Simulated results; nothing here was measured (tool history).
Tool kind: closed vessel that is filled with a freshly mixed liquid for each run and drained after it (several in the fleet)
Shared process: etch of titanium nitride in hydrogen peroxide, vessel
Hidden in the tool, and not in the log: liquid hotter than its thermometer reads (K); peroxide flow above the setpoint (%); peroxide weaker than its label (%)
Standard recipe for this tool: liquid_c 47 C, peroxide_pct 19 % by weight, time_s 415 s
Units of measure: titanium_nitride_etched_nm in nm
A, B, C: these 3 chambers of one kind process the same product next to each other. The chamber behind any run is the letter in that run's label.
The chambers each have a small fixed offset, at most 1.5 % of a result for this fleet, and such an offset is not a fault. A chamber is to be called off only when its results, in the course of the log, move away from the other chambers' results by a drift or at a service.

| run | day | liquid_c | peroxide_pct | time_s | hours since the thermometer was replaced | hours since the peroxide flow meter was replaced | hours since the drum of peroxide was connected | read-back film thickness of the titanium nitride reference wafer, read on the same gauge (nm) | titanium_nitride_etched_nm |
|---|---|---|---|---|---|---|---|---|---|
| 1A | 0.158 | 47 | 19 | 415 | 2644.7 | 105.7 | 46.9 | 100.01 | 14.25 |
| 2C | 0.254 | 47 | 19 | 415 | 262.6 | 1742.9 | 231.8 | 100.02 | 14.289 |
| 3B | 0.412 | 47 | 19 | 415 | 106.9 | 66.7 | 159.3 | 99.973 | 14.357 |
| 4A | 0.562 | 47 | 19 | 415 | 2654.4 | 115.4 | 56.6 | 100.05 | 14.441 |
| 5C | 0.696 | 47 | 23.5 | 415 | 273.2 | 1753.5 | 242.4 | 99.997 | 14.806 |
| 6B | 0.812 | 47 | 23.5 | 415 | 116.5 | 76.3 | 168.9 | 99.984 | 14.96 |
| 7C | 0.9 | 47 | 23.5 | 415 | 278.1 | 1758.4 | 247.3 | 99.977 | 14.935 |
| 8A | 1.004 | 47 | 19 | 415 | 2665 | 126 | 67.2 | 99.974 | 14.27 |
| 9B | 1.15 | 42.5 | 14 | 415 | 124.6 | 84.4 | 177 | 100.02 | 9.6844 |
| 10C | 1.321 | 42.5 | 14 | 415 | 288.2 | 1768.5 | 257.4 | 100.01 | 9.5832 |
| 11A | 1.475 | 42.5 | 14 | 415 | 2676.3 | 137.3 | 78.5 | 99.999 | 9.6394 |
| 12B | 1.604 | 47 | 19 | 415 | 135.5 | 95.3 | 187.9 | 100.03 | 14.442 |
| 13B | 1.767 | 47 | 19 | 280 | 139.4 | 99.2 | 191.8 | 99.965 | 9.6235 |
| 14C | 1.846 | 47 | 19 | 280 | 300.8 | 1781.1 | 270 | 100.01 | 9.5423 |
| 15A | 1.933 | 47 | 19 | 280 | 2687.3 | 148.3 | 89.5 | 99.978 | 9.7155 |
| 16B | 2.112 | 47 | 19 | 510 | 147.7 | 107.5 | 200.1 | 99.985 | 17.669 |
| 17A | 2.212 | 47 | 19 | 510 | 2694 | 155 | 96.2 | 100.02 | 17.648 |
| 18C | 2.329 | 47 | 19 | 510 | 312.4 | 1792.7 | 281.6 | 100 | 17.633 |
| 19A | 2.442 | 47 | 19 | 415 | 2699.5 | 160.5 | 101.7 | 100.02 | 14.325 |
| 20B | 2.608 | 47 | 19 | 415 | 159.6 | 119.4 | 212 | 100.02 | 14.354 |
| 21C | 2.7 | 47 | 19 | 415 | 321.3 | 1801.6 | 290.5 | 100.04 | 14.445 |
| 22A | 2.875 | 47 | 19 | 415 | 2709.9 | 170.9 | 112.1 | 100.01 | 14.213 |
| 23C | 3.038 | 47 | 19 | 415 | 329.4 | 1809.7 | 298.6 | 100.02 | 14.527 |
| 24B | 3.154 | 47 | 19 | 415 | 172.7 | 132.5 | 225.1 | 100.02 | 14.303 |
| 25A | 3.279 | 47 | 19 | 615 | 2719.6 | 180.6 | 121.8 | 100.04 | 21.237 |
| 26B | 3.458 | 47 | 19 | 615 | 180 | 139.8 | 232.4 | 99.973 | 21.295 |
| 27C | 3.638 | 47 | 19 | 615 | 343.8 | 1824.1 | 313 | 100.01 | 21.71 |
| 28B | 3.812 | 47 | 14 | 510 | 188.5 | 148.3 | 240.9 | 100.01 | 16.35 |
| 29A | 3.996 | 47 | 14 | 510 | 2736.8 | 197.8 | 139 | 99.996 | 16.517 |
|  | 4.121 | chamber C: peroxide flow meter replaced |
| 30C | 4.138 | 47 | 14 | 510 | 355.8 | 0.5 | 325 | 100.02 | 17.289 |
| 31A | 4.317 | 47 | 19 | 415 | 2744.5 | 205.5 | 146.7 | 99.991 | 14.243 |
| 32B | 4.467 | 47 | 19 | 415 | 204.2 | 164 | 256.6 | 99.964 | 14.214 |
| 33C | 4.633 | 47 | 19 | 415 | 367.7 | 12.4 | 336.9 | 100.03 | 14.832 |
| 34B | 4.783 | 47 | 19 | 415 | 211.8 | 171.6 | 264.2 | 99.997 | 14.252 |
| 35C | 4.9 | 47 | 19 | 415 | 374.1 | 18.8 | 343.3 | 100.03 | 15.011 |
| 36A | 5.021 | 50.5 | 19 | 415 | 2761.4 | 222.4 | 163.6 | 99.962 | 18.498 |
| 37B | 5.108 | 50.5 | 19 | 415 | 219.6 | 179.4 | 272 | 100 | 18.457 |
| 38C | 5.208 | 50.5 | 19 | 415 | 381.5 | 26.2 | 350.7 | 100.01 | 19.452 |
| 39A | 5.354 | 47 | 19 | 415 | 2769.4 | 230.4 | 171.6 | 100.03 | 14.226 |
| 40A | 5.454 | 47 | 14.5 | 260 | 2771.8 | 232.8 | 174 | 99.951 | 8.5276 |
| 41C | 5.6 | 47 | 14.5 | 260 | 390.9 | 35.6 | 360.1 | 99.978 | 8.9798 |
| 42B | 5.738 | 47 | 14.5 | 260 | 234.7 | 194.5 | 287.1 | 99.985 | 8.4609 |

Does one chamber stand apart from the rest, does the shared gauge drift, or is all well apart from small per-chamber offsets? Give the chamber and the most likely cause, where there is one.

Chamber C drifts away from the others.
Cause: liquid hotter than its thermometer reads (K) = 0.949.

Chamber C could run next with any of the 4 candidate recipes listed below; each alters the usual settings, and their results appear as question marks. Which one brings its results back in line with what the other chambers deliver on the usual settings?
In line means no further than this from the other chambers' mean on the usual settings: titanium_nitride_etched_nm 0.26 nm
| 43C-1 | 5.871 | 48.5 | 19 | 415 |  |  |  |  | ? |
| 43C-2 | 5.871 | 45.5 | 19 | 415 |  |  |  |  | ? |
| 43C-3 | 5.871 | 47.5 | 19 | 425 |  |  |  |  | ? |
| 43C-4 | 5.871 | 46.5 | 19 | 405 |  |  |  |  | ? |

Average result of the remaining chambers running the usual settings: titanium_nitride_etched_nm 14.305 nm
| run | titanium_nitride_etched_nm |
|---|---|
| 43C-1 | 16.957 |
| 43C-2 | 13.615 |
| 43C-3 | 16.148 |
| 43C-4 | 14.302 |
43C-4 brings the chamber back in line.
